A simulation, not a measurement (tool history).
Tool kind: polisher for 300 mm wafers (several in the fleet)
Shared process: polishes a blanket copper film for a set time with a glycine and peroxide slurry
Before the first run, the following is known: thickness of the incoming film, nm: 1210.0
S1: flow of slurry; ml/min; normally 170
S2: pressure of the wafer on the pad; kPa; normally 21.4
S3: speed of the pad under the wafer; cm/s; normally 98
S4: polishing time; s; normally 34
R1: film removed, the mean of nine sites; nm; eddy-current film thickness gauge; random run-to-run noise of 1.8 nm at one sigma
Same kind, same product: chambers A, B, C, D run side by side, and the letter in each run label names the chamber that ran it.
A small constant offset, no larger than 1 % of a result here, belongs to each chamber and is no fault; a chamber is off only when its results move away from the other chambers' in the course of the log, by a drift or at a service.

| run | hour | S1 | S2 | S3 | S4 | R1 |
|---|---|---|---|---|---|---|
|  | 0.2 | chamber C: slurry nozzle cleaned |
| 1D | 4.7 | 170 | 21.4 | 98 | 34 | 196.14 |
|  | 8.4 | chamber D: worn pad replaced by a new one |
| 2A | 9.4 | 170 | 21.4 | 98 | 34 | 190.65 |
| 3C | 12.7 | 170 | 21.4 | 98 | 34 | 190.16 |
|  | 16 | chamber C: worn pad replaced by a new one |
| 4B | 16.6 | 170 | 21.4 | 98 | 34 | 192.94 |
|  | 19.2 | chamber A: worn pad replaced by a new one |
| 5B | 20.3 | 170 | 21.4 | 98 | 34 | 194.72 |
| 6C | 22.6 | 170 | 21.4 | 98 | 34 | 195.61 |
| 7A | 27.8 | 170 | 21.4 | 98 | 34 | 191.19 |
| 8D | 30.9 | 170 | 21.4 | 98 | 34 | 194.42 |
| 9A | 35 | 170 | 21.4 | 98 | 34 | 193.03 |
| 10B | 40.1 | 170 | 21.4 | 98 | 34 | 194.26 |
| 11C | 42.5 | 170 | 21.4 | 124 | 27 | 187.36 |
| 12D | 46.9 | 170 | 21.4 | 124 | 27 | 189.6 |
| 13A | 50.8 | 170 | 21.4 | 124 | 27 | 186.88 |
|  | 51.2 | chamber A: slurry nozzle cleaned |
| 14B | 54.3 | 170 | 21.4 | 124 | 27 | 187.82 |
| 15C | 58.1 | 170 | 17.9 | 98 | 34 | 166.83 |
|  | 60.5 | chamber A: worn pad replaced by a new one |
|  | 60.7 | chamber B: slurry nozzle cleaned |
| 16D | 62.4 | 170 | 17.9 | 98 | 34 | 167.96 |
|  | 64 | chamber A: head pressure recalibrated |
| 17B | 66.4 | 170 | 17.9 | 98 | 34 | 163.02 |
|  | 66.8 | chamber B: worn pad replaced by a new one |
| 18C | 68.6 | 170 | 17.9 | 98 | 34 | 168.57 |
| 19D | 73.2 | 170 | 21.4 | 98 | 34 | 198.37 |
| 20A | 77.6 | 170 | 21.4 | 98 | 34 | 202.25 |
| 21C | 82.1 | 170 | 21.4 | 98 | 34 | 193.21 |
| 22B | 86 | 145 | 21.4 | 98 | 34 | 187.17 |
| 23A | 90.5 | 145 | 21.4 | 98 | 34 | 196.77 |
|  | 91 | chamber D: worn pad replaced by a new one |
| 24D | 94 | 145 | 21.4 | 98 | 34 | 192.07 |
| 25B | 98.7 | 145 | 21.4 | 98 | 34 | 185.69 |
|  | 102.8 | chamber A: worn pad replaced by a new one |
| 26A | 103.6 | 170 | 21.4 | 98 | 34 | 201.33 |
|  | 106.9 | chamber C: worn pad replaced by a new one |
| 27D | 107.3 | 170 | 21.4 | 98 | 34 | 196.19 |
| 28C | 110.2 | 170 | 21.4 | 98 | 34 | 194.81 |
| 29B | 114.5 | 170 | 21.4 | 72 | 34 | 150.49 |
|  | 115.6 | chamber D: slurry nozzle cleaned |
| 30D | 118.7 | 170 | 21.4 | 72 | 34 | 150.72 |
| 31A | 122.8 | 170 | 21.4 | 72 | 34 | 155.6 |

What goes on in this fleet: one chamber off, a drifting gauge, or nothing beyond the chambers' own small offsets? Name the chamber and the cause, if any.

The work done on chamber A during a service left it standing apart from the others.
What lies behind it: head's pressure above its setpoint, % = 7.22.

Here are 4 candidates for chamber A's next run, each the usual settings with a change, their results left as question marks. Which one brings its results back in line with what the others give on the usual settings?
A result is in line if it is within this distance of the other chambers' mean on the usual settings: R1 6.4 nm
| 32A-1 | 126.5 | 170 | 21.4 | 96 | 33 | ? |
| 32A-2 | 126.5 | 170 | 21.4 | 100 | 35 | ? |
| 32A-3 | 126.5 | 170 | 22.8 | 104 | 34 | ? |
| 32A-4 | 126.5 | 165 | 18.6 | 98 | 34 | ? |

Other chambers, usual settings, mean: R1 193.45 nm
| run | R1 |
|---|---|
| 32A-1 | 193.89 |
| 32A-2 | 212.96 |
| 32A-3 | 225.65 |
| 32A-4 | 180.53 |
With 32A-1, the chamber falls back in line with the rest.

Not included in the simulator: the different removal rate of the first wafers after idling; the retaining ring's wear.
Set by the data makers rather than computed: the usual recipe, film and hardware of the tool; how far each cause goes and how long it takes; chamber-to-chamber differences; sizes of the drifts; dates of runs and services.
